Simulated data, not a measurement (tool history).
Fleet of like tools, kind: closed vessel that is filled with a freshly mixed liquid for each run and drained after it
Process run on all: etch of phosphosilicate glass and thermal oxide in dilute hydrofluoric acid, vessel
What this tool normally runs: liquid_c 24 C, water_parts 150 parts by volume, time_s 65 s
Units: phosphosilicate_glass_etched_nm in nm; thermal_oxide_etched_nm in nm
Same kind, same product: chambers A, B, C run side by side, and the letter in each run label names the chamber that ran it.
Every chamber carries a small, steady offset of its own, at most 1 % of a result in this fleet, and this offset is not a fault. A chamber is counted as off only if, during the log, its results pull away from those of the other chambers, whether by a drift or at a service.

run   hour  liquid_c  water_parts  time_s  hours since the thermometer was replaced  hours since the hydrofluoric acid flow meter was replaced  read-back film thickness of the phosphosilicate glass reference wafer, read on the same gauge (nm)  read-back film thickness of the thermal oxide reference wafer, read on the same gauge (nm)  phosphosilicate_glass_etched_nm  thermal_oxide_etched_nm
 1B    4.3        24          150      65                                     157.1                                                      823.5                                                                                              69.982                                                                                      29.997                           24.771                   2.0234
 2C   11.4        24          150      65                                      1612                                                     1671.4                                                                                              70.027                                                                                      30.014                           24.507                   1.9924
 3A   17.7        24          150      65                                    2176.1                                                     1454.4                                                                                              69.985                                                                                      29.988                           24.975                   2.0145
 4A   21.9        24          150      65                                    2180.3                                                     1458.6                                                                                              69.976                                                                                      30.022                           24.375                   2.0347
 5B   25.8        24          150      65                                     178.6                                                        845                                                                                              70.016                                                                                       30.03                           24.568                   1.9974
 6C   31.5        24          150      65                                    1632.1                                                     1691.5                                                                                              70.002                                                                                       30.02                           25.135                   1.9953
 7A   38.6      27.5          150      40                                      2197                                                     1475.3                                                                                              69.987                                                                                      29.969                           16.992                   1.4225
 8C   44.2      27.5          150      40                                    1644.8                                                     1704.2                                                                                              70.019                                                                                      29.999                           17.267                   1.4132
      47.1  -- chamber C: hydrofluoric acid flow meter replaced
 9B   52.4      27.5          150      40                                     205.2                                                      871.6                                                                                              69.985                                                                                      30.004                           17.362                   1.4533
10A   59.6        24          150      65                                      2218                                                     1496.3                                                                                              70.012                                                                                      29.983                           24.464                   2.0257
11B   66.1        24          150      65                                     218.9                                                      885.3                                                                                              70.018                                                                                      30.047                           24.296                   2.0318
12C   69.9        24          150      65                                    1670.5                                                       22.9                                                                                              70.004                                                                                      30.009                           24.433                   2.0361
13A   74.3        24          150      65                                    2232.7                                                       1511                                                                                              69.965                                                                                      30.019                           24.534                    1.996
14B   79.7        24          150      65                                     232.5                                                      898.9                                                                                              69.978                                                                                      30.024                           24.125                   2.0703
      85.9  -- chamber B: hydrofluoric acid flow meter replaced
15C   86.8        24          150      65                                    1687.4                                                       39.8                                                                                              70.025                                                                                      29.987                           24.608                   2.0206
16B   93.8        24          150      65                                     246.6                                                          8                                                                                              70.006                                                                                      30.046                           24.682                   2.0566
17A   98.1        24          150      40                                    2256.5                                                     1534.8                                                                                               69.99                                                                                      30.006                           15.423                   1.2675
18C  104.1        24          150      40                                    1704.7                                                       57.1                                                                                              69.989                                                                                      29.972                           15.322                   1.2402
     106.6  -- chamber A: hydrofluoric acid flow meter replaced
19A  107.8        24          150      40                                    2266.2                                                        1.3                                                                                              70.017                                                                                      30.037                            14.89                   1.1998
20C  111.7        24          195      65                                    1712.3                                                       64.7                                                                                              70.027                                                                                      29.967                           17.988                   1.4555
21B  119.9        24          195      65                                     272.7                                                       34.1                                                                                              69.956                                                                                      29.995                           18.095                   1.4991
22B  126.1        24          195      65                                     278.9                                                       40.3                                                                                              69.975                                                                                       30.07                           18.026                   1.4764
23C  134.3        24          150      65                                    1734.9                                                       87.3                                                                                              69.993                                                                                      30.016                            24.56                   2.0082
24A  142.4        21          150      65                                    2300.8                                                       35.9                                                                                               70.01                                                                                      30.005                           21.945                    1.774
25C  149.2        21          150      65                                    1749.8                                                      102.2                                                                                              69.962                                                                                      29.966                           21.873                   1.7779
       151  -- chamber C: thermometer replaced
26A  155.5        21          150      65                                    2313.9                                                         49                                                                                              70.004                                                                                      30.021                           21.507                   1.8097
27B  161.7        24          150      65                                     314.5                                                       75.9                                                                                               70.02                                                                                      29.984                           24.821                   2.0598
28C  168.3        24          150      65                                      17.3                                                      121.3                                                                                              70.016                                                                                      30.006                            24.75                   1.9923
29B  175.2        24          150      65                                       328                                                       89.4                                                                                               70.01                                                                                      29.936                           24.716                   2.0288
30A  180.2        24          150      65                                    2338.6                                                       73.7                                                                                              70.009                                                                                      30.047                           24.395                   1.9875
31C    185        24          150      65                                        34                                                        138                                                                                              69.992                                                                                      29.965                           24.437                   2.0345
32A  191.5        24          150      65                                    2349.9                                                         85                                                                                              69.974                                                                                      30.024                           24.401                   2.0383
33B  199.8        24          150      65                                     352.6                                                        114                                                                                              70.033                                                                                          30                           24.641                   2.0261
34A  206.5        24          150      65                                    2364.9                                                        100                                                                                              69.967                                                                                      29.998                           24.438                     2.03
35B  213.7      20.5          185      65                                     366.5                                                      127.9                                                                                                  70                                                                                      30.047                           16.667                   1.3757
36C  218.3      20.5          185      65                                      67.3                                                      171.3                                                                                               70.03                                                                                      29.991                           16.798                   1.3758
37A  224.8      20.5          185      65                                    2383.2                                                      118.3                                                                                              70.015                                                                                      30.017                           16.533                   1.3793
38C  232.3        24          150      65                                      81.3                                                      185.3                                                                                              69.986                                                                                      30.017                           24.751                    2.027
39B    240        24          150      65                                     392.8                                                      154.2                                                                                              70.036                                                                                      29.975                           24.122                   2.0852
40C  247.9        24          150      65                                      96.9                                                      200.9                                                                                              70.012                                                                                      30.055                           24.744                   2.0085
41B  253.2        24          150      65                                       406                                                      167.4                                                                                              69.963                                                                                      30.028                           24.452                   2.0429
42A  260.3        24          150      65                                    2418.7                                                      153.8                                                                                              70.023                                                                                      29.986                           24.611                   2.0029

One chamber off, gauge drift, or nothing amiss beyond the chambers' own small offsets? If it is a chamber, which one, and what is the likeliest cause?

Beyond each chamber's small constant offset nothing stands out, and the gauge stays steady.

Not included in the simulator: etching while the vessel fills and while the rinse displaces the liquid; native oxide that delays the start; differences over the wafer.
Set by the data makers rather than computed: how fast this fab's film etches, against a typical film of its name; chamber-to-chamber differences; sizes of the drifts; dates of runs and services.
